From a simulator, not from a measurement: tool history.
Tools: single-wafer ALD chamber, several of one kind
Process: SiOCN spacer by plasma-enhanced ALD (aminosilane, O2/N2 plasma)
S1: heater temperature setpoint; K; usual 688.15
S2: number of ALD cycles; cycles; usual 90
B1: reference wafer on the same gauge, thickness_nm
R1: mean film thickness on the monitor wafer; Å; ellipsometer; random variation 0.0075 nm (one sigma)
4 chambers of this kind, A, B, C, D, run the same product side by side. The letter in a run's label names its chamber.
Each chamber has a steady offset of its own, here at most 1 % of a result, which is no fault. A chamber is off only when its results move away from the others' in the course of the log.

{"run": "1A", "day": 0.158, "S1": 688.15, "S2": 90, "B1": 5.3396, "R1": 51.553}
{"run": "2D", "day": 0.404, "S1": 688.15, "S2": 90, "B1": 5.3391, "R1": 52.0}
{"run": "3C", "day": 0.6, "S1": 688.15, "S2": 90, "B1": 5.3359, "R1": 51.999}
{"run": "4B", "day": 0.721, "S1": 688.15, "S2": 90, "B1": 5.3374, "R1": 51.387}
{"run": "5B", "day": 0.875, "S1": 688.15, "S2": 90, "B1": 5.3351, "R1": 51.303}
{"run": "6D", "day": 1.025, "S1": 688.15, "S2": 90, "B1": 5.3349, "R1": 52.019}
{"run": "7C", "day": 1.283, "S1": 688.15, "S2": 90, "B1": 5.3355, "R1": 51.812}
{"run": "8A", "day": 1.512, "S1": 688.15, "S2": 90, "B1": 5.334, "R1": 51.497}
{"run": "9C", "day": 1.7, "S1": 688.15, "S2": 90, "B1": 5.336, "R1": 52.098}
{"run": "10D", "day": 1.871, "S1": 688.15, "S2": 90, "B1": 5.333, "R1": 52.047}
{"run": "11B", "day": 2.042, "S1": 680.15, "S2": 90, "B1": 5.3333, "R1": 52.681}
{"run": "12A", "day": 2.258, "S1": 680.15, "S2": 90, "B1": 5.3278, "R1": 52.888}
{"run": "13D", "day": 2.458, "S1": 680.15, "S2": 90, "B1": 5.3304, "R1": 53.217}
{"run": "14C", "day": 2.654, "S1": 680.15, "S2": 90, "B1": 5.3299, "R1": 53.236}
{"run": "15B", "day": 2.838, "S1": 688.15, "S2": 90, "B1": 5.3303, "R1": 51.217}
{"run": "16A", "day": 3.062, "S1": 688.15, "S2": 90, "B1": 5.3258, "R1": 51.482}
{"run": "17B", "day": 3.308, "S1": 688.15, "S2": 90, "B1": 5.3262, "R1": 51.158}
{"run": "18A", "day": 3.508, "S1": 698.15, "S2": 90, "B1": 5.3259, "R1": 49.899}
{"run": "19C", "day": 3.775, "S1": 698.15, "S2": 90, "B1": 5.3245, "R1": 50.278}
{"run": "20D", "day": 4.029, "S1": 698.15, "S2": 90, "B1": 5.3236, "R1": 50.236}
{"run": "21D", "day": 4.167, "S1": 698.15, "S2": 90, "B1": 5.3248, "R1": 50.195}
{"run": "22A", "day": 4.346, "S1": 688.15, "S2": 90, "B1": 5.3228, "R1": 51.556}
{"run": "23C", "day": 4.579, "S1": 688.15, "S2": 90, "B1": 5.3216, "R1": 51.861}
{"run": "24B", "day": 4.746, "S1": 688.15, "S2": 90, "B1": 5.3216, "R1": 51.264}
{"run": "25C", "day": 4.962, "S1": 676.15, "S2": 81, "B1": 5.3192, "R1": 48.293}
{"run": "26A", "day": 5.092, "S1": 676.15, "S2": 81, "B1": 5.3188, "R1": 48.011}
{"run": "27D", "day": 5.279, "S1": 676.15, "S2": 81, "B1": 5.3192, "R1": 48.403}
{"run": "28B", "day": 5.438, "S1": 676.15, "S2": 81, "B1": 5.3183, "R1": 47.816}
{"run": "29B", "day": 5.642, "S1": 688.15, "S2": 90, "B1": 5.3189, "R1": 51.067}
{"run": "30D", "day": 5.912, "S1": 688.15, "S2": 90, "B1": 5.318, "R1": 51.726}
{"run": "31A", "day": 6.142, "S1": 688.15, "S2": 90, "B1": 5.3144, "R1": 51.452}
{"run": "32C", "day": 6.392, "S1": 688.15, "S2": 90, "B1": 5.3146, "R1": 51.812}
{"run": "33A", "day": 6.542, "S1": 688.15, "S2": 90, "B1": 5.3144, "R1": 51.306}
{"run": "34B", "day": 6.767, "S1": 688.15, "S2": 90, "B1": 5.3129, "R1": 51.202}
{"run": "35C", "day": 7.008, "S1": 688.15, "S2": 90, "B1": 5.3112, "R1": 51.84}
{"run": "36D", "day": 7.162, "S1": 673.15, "S2": 90, "B1": 5.3099, "R1": 54.24}
{"run": "37B", "day": 7.4, "S1": 673.15, "S2": 90, "B1": 5.3088, "R1": 53.6}
{"run": "38C", "day": 7.604, "S1": 673.15, "S2": 90, "B1": 5.3095, "R1": 54.183}

Next, every chamber runs the same settings. What will each give?
{"run": "39A", "day": 7.8, "S1": 688.15, "S2": 90, "R1": "?"}
{"run": "39B", "day": 7.8, "S1": 688.15, "S2": 90, "R1": "?"}
{"run": "39C", "day": 7.8, "S1": 688.15, "S2": 90, "R1": "?"}
{"run": "39D", "day": 7.8, "S1": 688.15, "S2": 90, "R1": "?"}

run=39A R1=51.329
run=39B R1=51.073
run=39C R1=51.664
run=39D R1=51.672
